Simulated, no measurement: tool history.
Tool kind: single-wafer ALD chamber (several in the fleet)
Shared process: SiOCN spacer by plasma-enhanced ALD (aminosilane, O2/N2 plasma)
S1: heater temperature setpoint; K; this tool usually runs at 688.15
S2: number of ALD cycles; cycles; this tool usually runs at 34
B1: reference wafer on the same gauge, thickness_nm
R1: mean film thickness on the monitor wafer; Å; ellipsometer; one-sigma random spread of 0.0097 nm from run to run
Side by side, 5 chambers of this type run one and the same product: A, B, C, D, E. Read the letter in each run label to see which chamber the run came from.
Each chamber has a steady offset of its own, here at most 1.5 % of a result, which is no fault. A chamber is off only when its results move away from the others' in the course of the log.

run	hour	S1	S2	B1	R1
1D	6.1	688.15	34	2.0991	19.475
2B	18	688.15	34	2.1019	19.648
3C	24.5	688.15	34	2.1007	19.411
4E	32.5	688.15	34	2.1008	19.525
5A	39.1	688.15	34	2.1013	19.707
6A	51.4	688.15	34	2.0991	19.599
7D	62.9	688.15	34	2.1017	19.466
8E	73.9	688.15	34	2.0999	19.392
9B	80.4	688.15	34	2.0999	19.604
10C	90.1	688.15	34	2.1007	19.488
11B	101.1	688.15	34	2.0971	19.733
12D	107.6	688.15	34	2.1	19.634
# hour 114.9: chamber C: thermocouple changed; heater temperature recalibrated
13C	120.2	688.15	34	2.099	19.279
14A	129.9	688.15	34	2.0995	19.57
15E	139.4	688.15	34	2.1021	19.441
16B	149	677.15	34	2.0973	20.257
17E	160.8	677.15	34	2.0994	19.972
18D	172.1	677.15	34	2.1	20.395
19A	179	677.15	34	2.1	20.165
20C	189.3	677.15	34	2.0998	20.048
21A	200.8	688.15	34	2.1005	19.582
22D	208.5	688.15	34	2.0989	19.481
23E	217.7	688.15	34	2.1008	19.413
24B	226.8	688.15	34	2.0999	19.466
25C	237	688.15	34	2.0984	19.51
# hour 237.9: chamber A: thermocouple changed; heater temperature recalibrated
26B	242.9	688.15	34	2.0999	19.501
27E	250.1	688.15	34	2.0989	19.532
28D	261	688.15	34	2.0987	19.666
29A	267.6	688.15	34	2.099	19.698
30C	279.1	688.15	34	2.0993	19.423
31D	291.2	688.15	34	2.1016	19.691

Decide between three cases: one chamber stands off from its peers, the gauge reading all wafers drifts, or nothing is wrong past each chamber's small offset. Where a chamber is off, say which and what most likely put it there.

Neither any chamber nor the gauge drifts; the chambers differ only by their own small, steady offsets.

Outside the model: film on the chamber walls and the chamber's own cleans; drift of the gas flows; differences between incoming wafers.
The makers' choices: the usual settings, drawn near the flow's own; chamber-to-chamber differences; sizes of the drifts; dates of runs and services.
